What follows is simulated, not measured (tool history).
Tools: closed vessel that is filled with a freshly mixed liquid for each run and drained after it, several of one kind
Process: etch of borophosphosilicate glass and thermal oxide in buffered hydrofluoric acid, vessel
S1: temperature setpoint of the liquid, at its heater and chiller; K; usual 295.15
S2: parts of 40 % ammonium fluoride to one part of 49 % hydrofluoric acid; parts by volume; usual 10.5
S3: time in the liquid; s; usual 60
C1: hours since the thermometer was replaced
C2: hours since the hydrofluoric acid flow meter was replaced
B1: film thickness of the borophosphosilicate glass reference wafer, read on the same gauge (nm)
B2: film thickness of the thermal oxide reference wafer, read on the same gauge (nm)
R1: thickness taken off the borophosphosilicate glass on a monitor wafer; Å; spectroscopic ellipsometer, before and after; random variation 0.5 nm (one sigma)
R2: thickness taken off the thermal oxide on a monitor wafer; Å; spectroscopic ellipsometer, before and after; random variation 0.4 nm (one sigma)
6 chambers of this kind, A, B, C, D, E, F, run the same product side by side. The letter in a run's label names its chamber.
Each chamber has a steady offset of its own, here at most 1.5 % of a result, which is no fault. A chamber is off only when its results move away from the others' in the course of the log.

Run 1C, day 0.250: usual settings; C1 265.2; C2 164.2; B1 70.026; B2 79.995. Result: R1 803.46 Å, R2 599.88 Å.
Run 2F, day 0.617: usual settings; C1 502.1; C2 1902.2; B1 69.990; B2 79.970. Result: R1 807.44 Å, R2 586.44 Å.
Run 3A, day 1.071: usual settings; C1 1345.8; C2 82.4; B1 70.035; B2 80.035. Result: R1 810.29 Å, R2 593.96 Å.
Run 4B, day 1.433: usual settings; C1 838.2; C2 2404.0; B1 69.928; B2 79.997. Result: R1 820.29 Å, R2 600.29 Å.
Run 5D, day 1.654: usual settings; C1 218.0; C2 2266.4; B1 70.011; B2 80.050. Result: R1 814.73 Å, R2 592.08 Å.
Run 6E, day 1.958: usual settings but S2 12.0 parts by volume, S3 45 s; C1 962.6; C2 1249.8; B1 70.031; B2 80.008. Result: R1 537.93 Å, R2 395.68 Å.
At day 2.075: chamber F: hydrofluoric acid flow meter replaced.
Run 7B, day 2.425: usual settings but S2 12.0 parts by volume, S3 45 s; C1 862.0; C2 2427.8; B1 69.964; B2 80.009. Result: R1 539.00 Å, R2 394.74 Å.
Run 8D, day 2.842: usual settings but S2 12.0 parts by volume, S3 45 s; C1 246.5; C2 2294.9; B1 70.021; B2 80.044. Result: R1 540.43 Å, R2 389.25 Å.
Run 9A, day 3.233: usual settings but S2 12.0 parts by volume, S3 45 s; C1 1397.7; C2 134.3; B1 69.986; B2 80.022. Result: R1 531.56 Å, R2 392.39 Å.
Run 10F, day 3.475: usual settings but S2 12.0 parts by volume, S3 45 s; C1 570.7; C2 33.7; B1 70.015; B2 80.017. Result: R1 534.91 Å, R2 392.99 Å.
Run 11E, day 3.883: usual settings but S2 12.0 parts by volume, S3 45 s; C1 1008.8; C2 1296.0; B1 70.047; B2 80.031. Result: R1 534.81 Å, R2 390.37 Å.
Run 12C, day 4.092: usual settings but S1 293.15 K, S3 30 s; C1 357.4; C2 256.4; B1 69.985; B2 80.003. Result: R1 363.21 Å, R2 269.69 Å.
Run 13A, day 4.375: usual settings but S1 293.15 K, S3 30 s; C1 1425.1; C2 161.7; B1 70.009; B2 79.968. Result: R1 363.18 Å, R2 265.27 Å.
Run 14F, day 4.675: usual settings but S1 293.15 K, S3 30 s; C1 599.5; C2 62.5; B1 70.007; B2 79.960. Result: R1 364.85 Å, R2 269.80 Å.
Run 15C, day 5.088: usual settings but S1 293.15 K, S3 30 s; C1 381.3; C2 280.3; B1 69.987; B2 80.014. Result: R1 361.87 Å, R2 268.00 Å.
Run 16D, day 5.412: usual settings but S1 293.15 K, S3 30 s; C1 308.2; C2 2356.6; B1 70.021; B2 79.985. Result: R1 365.30 Å, R2 265.49 Å.
Run 17E, day 5.762: usual settings but S1 293.15 K, S3 30 s; C1 1053.9; C2 1341.1; B1 69.983; B2 80.043. Result: R1 362.17 Å, R2 269.44 Å.
At day 6.004: chamber B: hydrofluoric acid flow meter replaced.
Run 18B, day 6.158: usual settings; C1 951.6; C2 3.8; B1 70.028; B2 80.006. Result: R1 814.97 Å, R2 597.46 Å.
Run 19B, day 6.538: usual settings; C1 960.7; C2 12.9; B1 70.004; B2 79.973. Result: R1 815.09 Å, R2 597.93 Å.
Run 20E, day 6.758: usual settings; C1 1077.8; C2 1365.0; B1 70.025; B2 80.018. Result: R1 822.39 Å, R2 596.00 Å.
At day 6.929: chamber D: hydrofluoric acid flow meter replaced.
Run 21C, day 6.983: usual settings; C1 426.8; C2 325.8; B1 69.986; B2 80.025. Result: R1 810.78 Å, R2 596.14 Å.
Run 22A, day 7.196: usual settings; C1 1492.8; C2 229.4; B1 70.021; B2 79.992. Result: R1 811.70 Å, R2 593.16 Å.
Run 23D, day 7.667: usual settings; C1 362.3; C2 17.7; B1 69.992; B2 80.023. Result: R1 810.05 Å, R2 591.80 Å.
Run 24F, day 8.079: usual settings; C1 681.2; C2 144.2; B1 70.048; B2 80.013. Result: R1 818.53 Å, R2 596.26 Å.
Run 25D, day 8.379: usual settings; C1 379.4; C2 34.8; B1 70.005; B2 79.995. Result: R1 821.15 Å, R2 592.15 Å.
Run 26E, day 8.821: usual settings; C1 1127.3; C2 1414.5; B1 70.000; B2 79.982. Result: R1 820.30 Å, R2 598.78 Å.
At day 8.912: chamber E: hydrofluoric acid flow meter replaced.
Run 27C, day 9.125: usual settings; C1 478.2; C2 377.2; B1 69.981; B2 79.948. Result: R1 806.94 Å, R2 605.45 Å.
Run 28A, day 9.396: usual settings; C1 1545.6; C2 282.2; B1 69.992; B2 79.993. Result: R1 813.71 Å, R2 592.56 Å.
Run 29F, day 9.696: usual settings; C1 720.0; C2 183.0; B1 70.035; B2 80.026. Result: R1 811.08 Å, R2 590.93 Å.
Run 30B, day 10.033: usual settings; C1 1044.6; C2 96.8; B1 69.976; B2 80.029. Result: R1 816.30 Å, R2 598.43 Å.
Run 31B, day 10.321: usual settings but S2 8.0 parts by volume; C1 1051.5; C2 103.7; B1 69.989; B2 79.974. Result: R1 1044.10 Å, R2 764.81 Å.
Run 32A, day 10.704: usual settings but S2 8.0 parts by volume; C1 1577.0; C2 313.6; B1 70.025; B2 80.034. Result: R1 1042.60 Å, R2 767.48 Å.
Run 33C, day 11.083: usual settings but S2 8.0 parts by volume; C1 525.2; C2 424.2; B1 69.980; B2 79.971. Result: R1 1037.50 Å, R2 768.43 Å.
At day 11.108: chamber B: thermometer replaced.
Run 34E, day 11.350: usual settings but S2 8.0 parts by volume; C1 1188.0; C2 58.5; B1 70.023; B2 79.997. Result: R1 1044.60 Å, R2 761.33 Å.
Run 35F, day 11.562: usual settings but S2 8.0 parts by volume; C1 764.8; C2 227.8; B1 69.996; B2 79.997. Result: R1 1037.20 Å, R2 762.31 Å.
Run 36D, day 11.933: usual settings but S2 8.0 parts by volume; C1 464.7; C2 120.1; B1 70.015; B2 79.977. Result: R1 1042.80 Å, R2 756.83 Å.
Run 37F, day 12.321: usual settings; C1 783.0; C2 246.0; B1 70.000; B2 80.004. Result: R1 818.91 Å, R2 591.96 Å.
Run 38E, day 12.696: usual settings; C1 1220.3; C2 90.8; B1 69.990; B2 80.007. Result: R1 816.60 Å, R2 597.99 Å.
Run 39C, day 12.958: usual settings; C1 570.2; C2 469.2; B1 70.015; B2 79.966. Result: R1 807.16 Å, R2 599.62 Å.
Run 40D, day 13.308: usual settings; C1 497.7; C2 153.1; B1 70.017; B2 80.003. Result: R1 820.90 Å, R2 600.25 Å.
Run 41A, day 13.538: usual settings; C1 1645.0; C2 381.6; B1 70.013; B2 79.993. Result: R1 813.49 Å, R2 598.26 Å.
Run 42B, day 13.846: usual settings; C1 65.7; C2 188.3; B1 70.028; B2 79.992. Result: R1 824.74 Å, R2 595.40 Å.
Run 43C, day 14.158: usual settings; C1 599.0; C2 498.0; B1 70.030; B2 80.064. Result: R1 804.58 Å, R2 606.67 Å.

What goes on in this fleet: one chamber off, a drifting gauge, or nothing beyond the chambers' own small offsets? Name the chamber and the cause, if any.

No chamber stands off beyond its own small offset, and the gauge holds steady.
